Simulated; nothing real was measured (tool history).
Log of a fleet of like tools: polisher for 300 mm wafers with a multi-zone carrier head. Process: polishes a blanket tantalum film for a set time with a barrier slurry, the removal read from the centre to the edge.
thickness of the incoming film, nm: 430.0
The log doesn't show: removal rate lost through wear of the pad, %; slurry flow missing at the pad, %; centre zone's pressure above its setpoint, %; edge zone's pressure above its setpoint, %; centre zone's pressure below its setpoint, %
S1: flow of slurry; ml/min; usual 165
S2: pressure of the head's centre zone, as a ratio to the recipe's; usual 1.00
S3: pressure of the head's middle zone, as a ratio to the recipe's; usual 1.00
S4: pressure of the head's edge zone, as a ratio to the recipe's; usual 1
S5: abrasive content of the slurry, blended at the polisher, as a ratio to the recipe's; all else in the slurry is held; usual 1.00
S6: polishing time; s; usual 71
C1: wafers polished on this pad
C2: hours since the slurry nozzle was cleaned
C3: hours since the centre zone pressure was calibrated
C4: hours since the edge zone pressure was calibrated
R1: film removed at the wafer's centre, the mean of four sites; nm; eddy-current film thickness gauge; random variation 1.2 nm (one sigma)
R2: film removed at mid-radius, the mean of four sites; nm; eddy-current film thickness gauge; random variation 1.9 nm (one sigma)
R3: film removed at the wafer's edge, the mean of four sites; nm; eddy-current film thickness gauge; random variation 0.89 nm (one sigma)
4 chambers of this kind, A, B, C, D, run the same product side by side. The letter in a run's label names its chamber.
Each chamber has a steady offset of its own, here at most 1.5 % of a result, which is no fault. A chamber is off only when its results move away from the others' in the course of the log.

run	hour	S1	S2	S3	S4	S5	S6	C1	C2	C3	C4	R1	R2	R3
# hour 6.2: chamber B: worn pad replaced by a new one
1C	8.9	165	1.00	1.00	1	1.00	71	464	356.6	350.6	205.7	144.56	144.98	144.66
2A	14.9	165	1.00	1.00	1	1.00	71	569	71.3	641.1	333.4	146.06	147.72	146.73
3B	26.7	165	1.00	1.00	1	1.00	71	246	240.8	342.5	87.6	144.25	147.81	145.88
# hour 28.6: chamber D: worn pad replaced by a new one
# hour 31.1: chamber C: centre zone pressure recalibrated
4D	34.3	165	1.00	1.00	1	1.00	71	69	287.4	58.8	807.9	145.48	146.20	144.68
5B	42.8	165	1.00	1.00	1	1.00	71	439	256.9	358.6	103.7	142.61	148.78	144.90
6A	51.6	165	1.00	1.00	1	1.00	71	1008	108.0	677.8	370.1	145.31	142.34	146.41
7D	58.5	165	1.00	1.00	1	1.00	71	358	311.6	83.0	832.1	146.08	146.49	143.12
# hour 61.3: chamber C: worn pad replaced by a new one
8C	66.8	165	1.00	1.00	1	1.00	71	66	414.5	35.7	263.6	143.43	143.56	145.31
9C	73.4	210	1.00	1.00	1	1.00	71	145	421.1	42.3	270.2	151.22	150.45	148.95
# hour 75.8: chamber B: worn pad replaced by a new one
# hour 80.9: chamber B: slurry nozzle cleaned
10D	82.0	210	1.00	1.00	1	1.00	71	639	335.1	106.5	855.6	150.70	152.06	149.62
# hour 87.5: chamber A: centre zone pressure recalibrated
11B	93.7	210	1.00	1.00	1	1.00	71	215	12.9	409.5	154.6	152.66	151.24	149.17
12A	99.9	210	1.00	1.00	1	1.00	71	1586	156.3	12.4	418.4	169.71	148.21	151.36
# hour 100.7: chamber D: worn pad replaced by a new one
# hour 105.3: chamber A: worn pad replaced by a new one
13C	108.1	165	1.00	1.00	1	1.00	71	560	455.8	77.0	304.9	144.85	147.85	145.58
14D	119.9	165	1.00	1.00	1	1.00	71	229	373.0	144.4	893.5	145.64	146.19	143.24
15B	125.4	165	1.00	1.00	1	1.00	71	594	44.6	441.2	186.3	145.46	146.90	146.43
16A	134.3	165	1.00	1.00	1	1.00	71	347	190.7	46.8	452.8	162.35	147.75	146.48
# hour 135.7: chamber C: worn pad replaced by a new one
# hour 138.2: chamber B: centre zone pressure recalibrated
17C	141.9	165	1.00	1.00	1	1.00	71	74	489.6	110.8	338.7	144.93	144.62	146.69
# hour 147.6: chamber B: worn pad replaced by a new one
18B	151.3	165	1.00	1.00	1	1.00	71	45	70.5	13.1	212.2	145.08	144.39	146.89
# hour 159.6: chamber D: edge zone pressure recalibrated
19D	162.6	165	1.00	1.00	1	1.00	71	740	415.7	187.1	3.1	145.22	147.57	142.29
# hour 171.7: chamber D: worn pad replaced by a new one
20A	174.2	165	1.00	1.00	1	1.00	71	825	230.6	86.7	492.7	159.75	145.83	148.53
21C	185.4	165	1.00	1.00	1	1.00	71	594	533.1	154.3	382.2	142.59	144.90	145.29
22A	190.9	165	1.00	1.00	1	1.00	71	1024	247.3	103.4	509.4	164.51	146.33	144.70
23B	199.6	165	1.00	1.00	1	1.00	71	622	118.8	61.4	260.5	144.68	142.83	146.55
# hour 206.4: chamber C: worn pad replaced by a new one
# hour 210.2: chamber B: worn pad replaced by a new one
24D	211.5	165	1.07	1.06	1	1.00	71	476	464.6	236.0	52.0	156.01	154.74	144.90
25D	222.9	165	1.07	1.06	1	1.00	71	612	476.0	247.4	63.4	155.62	154.09	143.65
# hour 229.8: chamber A: worn pad replaced by a new one
26B	230.3	165	1.07	1.06	1	1.00	71	240	149.5	92.1	291.2	156.48	153.62	144.54
27C	240.3	165	1.07	1.06	1	1.00	71	406	588.0	209.2	437.1	154.77	151.26	145.35
28A	249.7	165	1.00	0.94	1	1.15	71	239	306.1	162.2	568.2	167.62	140.97	153.09
# hour 255.0: chamber C: edge zone pressure recalibrated
29B	257.0	165	1.00	0.94	1	1.15	71	560	176.2	118.8	317.9	149.68	143.24	151.89
30C	265.1	165	1.00	0.94	1	1.15	71	703	612.8	234.0	10.2	149.64	141.10	151.00

All 4 chambers run these settings next. Forecast each chamber's results:
31A	273.6	165	1.00	1.00	1	1.00	71					?	?	?
31B	273.6	165	1.00	1.00	1	1.00	71					?	?	?
31C	273.6	165	1.00	1.00	1	1.00	71					?	?	?
31D	273.6	165	1.00	1.00	1	1.00	71					?	?	?

run	R1	R2	R3
31A	161.99	143.86	145.94
31B	144.69	146.43	145.07
31C	143.20	140.12	146.04
31D	146.61	146.82	144.18
